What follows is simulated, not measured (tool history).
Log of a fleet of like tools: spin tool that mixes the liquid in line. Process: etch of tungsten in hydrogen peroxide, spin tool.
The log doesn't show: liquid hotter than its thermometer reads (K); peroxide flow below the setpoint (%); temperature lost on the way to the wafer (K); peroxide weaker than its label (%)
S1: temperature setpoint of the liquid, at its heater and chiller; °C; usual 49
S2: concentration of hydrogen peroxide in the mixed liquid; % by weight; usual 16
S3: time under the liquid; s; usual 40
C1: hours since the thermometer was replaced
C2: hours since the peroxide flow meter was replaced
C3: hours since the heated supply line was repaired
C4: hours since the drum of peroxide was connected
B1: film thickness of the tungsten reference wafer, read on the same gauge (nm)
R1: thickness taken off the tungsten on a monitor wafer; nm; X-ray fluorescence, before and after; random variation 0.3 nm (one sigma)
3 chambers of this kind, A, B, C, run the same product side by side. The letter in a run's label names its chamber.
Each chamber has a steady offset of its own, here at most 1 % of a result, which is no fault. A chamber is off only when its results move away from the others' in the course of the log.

{"run": "1A", "hour": 11.8, "S1": 49, "S2": 16, "S3": 40, "C1": 579.8, "C2": 517.2, "C3": 424, "C4": 1129.1, "B1": 60.025, "R1": 35.315}
{"run": "2B", "hour": 24.7, "S1": 49, "S2": 16, "S3": 40, "C1": 106.6, "C2": 1425.7, "C3": 2647.1, "C4": 498.7, "B1": 59.983, "R1": 34.863}
{"run": "3C", "hour": 37.7, "S1": 49, "S2": 16, "S3": 40, "C1": 1263.9, "C2": 977.7, "C3": 1626.1, "C4": 365.9, "B1": 60.023, "R1": 35.314}
{"run": "4A", "hour": 47.2, "S1": 49, "S2": 16, "S3": 40, "C1": 615.2, "C2": 552.6, "C3": 459.4, "C4": 1164.5, "B1": 60, "R1": 35.057}
{"run": "5C", "hour": 55.8, "S1": 49, "S2": 16, "S3": 40, "C1": 1282, "C2": 995.8, "C3": 1644.2, "C4": 384, "B1": 59.977, "R1": 34.95}
{"run": "6B", "hour": 68.7, "S1": 49, "S2": 16, "S3": 40, "C1": 150.6, "C2": 1469.7, "C3": 2691.1, "C4": 542.7, "B1": 60.017, "R1": 34.916}
{"run": "7C", "hour": 79.7, "S1": 49, "S2": 13.5, "S3": 40, "C1": 1305.9, "C2": 1019.7, "C3": 1668.1, "C4": 407.9, "B1": 59.991, "R1": 32.423}
{"run": "8A", "hour": 91.1, "S1": 49, "S2": 13.5, "S3": 40, "C1": 659.1, "C2": 596.5, "C3": 503.3, "C4": 1208.4, "B1": 59.979, "R1": 32.223}
{"run": "9B", "hour": 99.8, "S1": 49, "S2": 13.5, "S3": 40, "C1": 181.7, "C2": 1500.8, "C3": 2722.2, "C4": 573.8, "B1": 59.987, "R1": 32}
{"run": "10A", "hour": 112.9, "S1": 49, "S2": 16, "S3": 40, "C1": 680.9, "C2": 618.3, "C3": 525.1, "C4": 1230.2, "B1": 59.976, "R1": 34.992}
{"hour": 120.0, "done": "chamber B: heated supply line repaired"}
{"run": "11C", "hour": 120.5, "S1": 49, "S2": 16, "S3": 40, "C1": 1346.7, "C2": 1060.5, "C3": 1708.9, "C4": 448.7, "B1": 60.02, "R1": 35.54}
{"run": "12B", "hour": 130.1, "S1": 44.5, "S2": 16, "S3": 20, "C1": 212, "C2": 1531.1, "C3": 10.1, "C4": 604.1, "B1": 60.022, "R1": 13.182}
{"run": "13C", "hour": 140.4, "S1": 44.5, "S2": 16, "S3": 20, "C1": 1366.6, "C2": 1080.4, "C3": 1728.8, "C4": 468.6, "B1": 60.003, "R1": 13.694}
{"hour": 147.8, "done": "chamber C: peroxide flow meter replaced"}
{"run": "14A", "hour": 151.1, "S1": 44.5, "S2": 16, "S3": 20, "C1": 719.1, "C2": 656.5, "C3": 563.3, "C4": 1268.4, "B1": 59.998, "R1": 13.202}
{"run": "15B", "hour": 159.7, "S1": 49, "S2": 16, "S3": 40, "C1": 241.6, "C2": 1560.7, "C3": 39.7, "C4": 633.7, "B1": 59.979, "R1": 35.05}
{"run": "16B", "hour": 171.5, "S1": 49, "S2": 16, "S3": 40, "C1": 253.4, "C2": 1572.5, "C3": 51.5, "C4": 645.5, "B1": 60.027, "R1": 34.577}
{"run": "17C", "hour": 177.5, "S1": 49, "S2": 16, "S3": 40, "C1": 1403.7, "C2": 29.8, "C3": 1765.9, "C4": 505.7, "B1": 59.999, "R1": 36.365}
{"run": "18A", "hour": 186.2, "S1": 49, "S2": 16, "S3": 40, "C1": 754.2, "C2": 691.6, "C3": 598.4, "C4": 1303.5, "B1": 59.997, "R1": 34.999}
{"run": "19C", "hour": 192.6, "S1": 49, "S2": 13.5, "S3": 40, "C1": 1418.8, "C2": 44.9, "C3": 1781, "C4": 520.8, "B1": 59.961, "R1": 33.578}
{"run": "20B", "hour": 202.8, "S1": 49, "S2": 13.5, "S3": 40, "C1": 284.7, "C2": 1603.8, "C3": 82.8, "C4": 676.8, "B1": 59.997, "R1": 32.16}

Next, every chamber runs the same settings. What will each give?
{"run": "21A", "hour": 212.3, "S1": 49, "S2": 16, "S3": 20, "R1": "?"}
{"run": "21B", "hour": 212.3, "S1": 49, "S2": 16, "S3": 20, "R1": "?"}
{"run": "21C", "hour": 212.3, "S1": 49, "S2": 16, "S3": 20, "R1": "?"}

run=21A R1=17.679
run=21B R1=17.531
run=21C R1=18.238
